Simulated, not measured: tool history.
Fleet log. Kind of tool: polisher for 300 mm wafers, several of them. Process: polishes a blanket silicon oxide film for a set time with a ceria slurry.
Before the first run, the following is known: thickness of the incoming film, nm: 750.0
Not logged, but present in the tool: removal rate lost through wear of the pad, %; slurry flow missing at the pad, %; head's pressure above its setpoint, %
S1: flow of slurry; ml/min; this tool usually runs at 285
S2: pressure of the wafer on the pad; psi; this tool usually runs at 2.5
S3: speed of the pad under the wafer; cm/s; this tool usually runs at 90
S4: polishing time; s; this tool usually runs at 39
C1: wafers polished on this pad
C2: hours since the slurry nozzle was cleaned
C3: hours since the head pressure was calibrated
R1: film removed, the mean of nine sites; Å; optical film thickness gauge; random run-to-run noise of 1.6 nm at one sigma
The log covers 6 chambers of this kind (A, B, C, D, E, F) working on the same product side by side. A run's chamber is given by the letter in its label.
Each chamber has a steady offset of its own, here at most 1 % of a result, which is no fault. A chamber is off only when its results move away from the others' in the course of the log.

| run | hour | S1 | S2 | S3 | S4 | C1 | C2 | C3 | R1 |
|---|---|---|---|---|---|---|---|---|---|
|  | 0.2 | chamber C: slurry nozzle cleaned |
| 1A | 4.0 | 285 | 2.5 | 90 | 39 | 822 | 56.3 | 185.5 | 1267.90 |
| 2F | 8.1 | 285 | 2.5 | 90 | 39 | 623 | 75.9 | 337.2 | 1261.10 |
| 3B | 11.2 | 285 | 2.5 | 90 | 39 | 435 | 288.7 | 720.3 | 1234.20 |
| 4C | 14.7 | 285 | 2.5 | 90 | 39 | 294 | 14.5 | 490.1 | 1242.20 |
| 5E | 17.5 | 285 | 2.5 | 90 | 39 | 732 | 528.7 | 36.6 | 1253.20 |
| 6D | 21.0 | 285 | 2.5 | 90 | 39 | 722 | 712.1 | 207.3 | 1229.00 |
| 7F | 23.2 | 285 | 2.5 | 64 | 39 | 814 | 91.0 | 352.3 | 911.82 |
|  | 23.5 | chamber F: worn pad replaced by a new one |
| 8E | 25.2 | 285 | 2.5 | 64 | 39 | 829 | 536.4 | 44.3 | 874.83 |
| 9C | 28.6 | 285 | 2.5 | 64 | 39 | 470 | 28.4 | 504.0 | 877.23 |
|  | 29.1 | chamber A: worn pad replaced by a new one |
| 10B | 32.5 | 285 | 2.5 | 64 | 39 | 704 | 310.0 | 741.6 | 874.52 |
| 11D | 36.4 | 285 | 2.5 | 64 | 39 | 916 | 727.5 | 222.7 | 879.98 |
|  | 38.5 | chamber E: worn pad replaced by a new one |
| 12A | 40.4 | 285 | 2.5 | 64 | 39 | 143 | 92.7 | 221.9 | 905.03 |
|  | 43.1 | chamber C: worn pad replaced by a new one |
| 13A | 44.1 | 285 | 2.5 | 90 | 39 | 190 | 96.4 | 225.6 | 1219.40 |
| 14B | 48.3 | 285 | 2.5 | 90 | 39 | 904 | 325.8 | 757.4 | 1274.10 |
| 15F | 50.3 | 285 | 2.5 | 90 | 39 | 339 | 118.1 | 379.4 | 1288.70 |
|  | 51.5 | chamber B: worn pad replaced by a new one |
| 16D | 53.5 | 210 | 2.5 | 90 | 39 | 1133 | 744.6 | 239.8 | 1192.00 |
| 17E | 56.9 | 210 | 2.5 | 90 | 39 | 233 | 568.1 | 76.0 | 1187.30 |
| 18C | 59.8 | 210 | 2.5 | 90 | 39 | 211 | 59.6 | 535.2 | 1196.40 |
| 19C | 62.7 | 210 | 2.5 | 90 | 39 | 248 | 62.5 | 538.1 | 1167.40 |
|  | 65.2 | chamber D: worn pad replaced by a new one |
| 20A | 66.9 | 210 | 2.5 | 90 | 39 | 478 | 119.2 | 248.4 | 1210.80 |
| 21F | 69.9 | 210 | 2.5 | 90 | 39 | 587 | 137.7 | 399.0 | 1240.70 |
| 22D | 72.0 | 285 | 2.5 | 90 | 39 | 86 | 763.1 | 258.3 | 1270.00 |
| 23E | 74.2 | 285 | 2.5 | 90 | 39 | 452 | 585.4 | 93.3 | 1261.60 |
|  | 75.0 | chamber E: slurry nozzle cleaned |
| 24B | 77.7 | 285 | 2.5 | 90 | 39 | 332 | 355.2 | 786.8 | 1306.90 |
| 25A | 80.8 | 285 | 2.5 | 90 | 39 | 654 | 133.1 | 262.3 | 1275.10 |
| 26B | 84.7 | 285 | 2.5 | 114 | 29 | 420 | 362.2 | 793.8 | 1238.60 |
| 27C | 87.1 | 285 | 2.5 | 114 | 29 | 556 | 86.9 | 562.5 | 1164.50 |
| 28F | 89.6 | 285 | 2.5 | 114 | 29 | 836 | 157.4 | 418.7 | 1173.80 |
|  | 92.3 | chamber C: worn pad replaced by a new one |
| 29D | 93.1 | 285 | 2.5 | 114 | 29 | 353 | 784.2 | 279.4 | 1170.80 |
|  | 95.3 | chamber C: head pressure recalibrated |
|  | 96.2 | chamber F: worn pad replaced by a new one |
| 30E | 96.8 | 285 | 2.5 | 114 | 29 | 737 | 21.9 | 115.9 | 1223.60 |
| 31C | 99.8 | 285 | 2.5 | 114 | 29 | 95 | 99.6 | 4.5 | 1166.10 |
| 32A | 102.1 | 285 | 2.5 | 90 | 39 | 923 | 154.4 | 283.6 | 1270.30 |
| 33E | 105.0 | 285 | 2.5 | 90 | 39 | 841 | 30.1 | 124.1 | 1251.10 |
| 34F | 108.9 | 285 | 2.5 | 90 | 39 | 160 | 176.7 | 438.0 | 1237.80 |
| 35B | 113.3 | 285 | 2.5 | 90 | 39 | 782 | 390.8 | 822.4 | 1383.20 |
| 36D | 116.0 | 285 | 2.5 | 90 | 39 | 642 | 807.1 | 302.3 | 1241.10 |

Has any chamber moved away from the others, gradually or after a service, or does the common gauge drift, or do the chambers differ only by their own small steady offsets? State the chamber and the most likely cause if one applies.

It is chamber B that slowly wanders off from its peers.
Cause: head's pressure above its setpoint, % = 9.82.

Here are 4 candidates for chamber B's next run, each the usual settings with a change, their results left as question marks. Which one brings its results back in line with what the others give on the usual settings?
Allowed miss from the other chambers' usual-settings mean, per result, to count as in line: R1 56.00 Å
| 37B-1 | 119.2 | 285 | 2.7 | 96 | 42 |  |  |  | ? |
| 37B-2 | 119.2 | 285 | 2.6 | 92 | 40 |  |  |  | ? |
| 37B-3 | 119.2 | 285 | 2.3 | 84 | 37 |  |  |  | ? |
| 37B-4 | 119.2 | 285 | 2.4 | 88 | 38 |  |  |  | ? |

Mean of the other chambers on the usual settings: R1 1249.80 Å
| run | R1 |
|---|---|
| 37B-1 | 1728.80 |
| 37B-2 | 1518.90 |
| 37B-3 | 1134.30 |
| 37B-4 | 1274.00 |
37B-4 is the one that brings the chamber's results back in line with the other chambers.
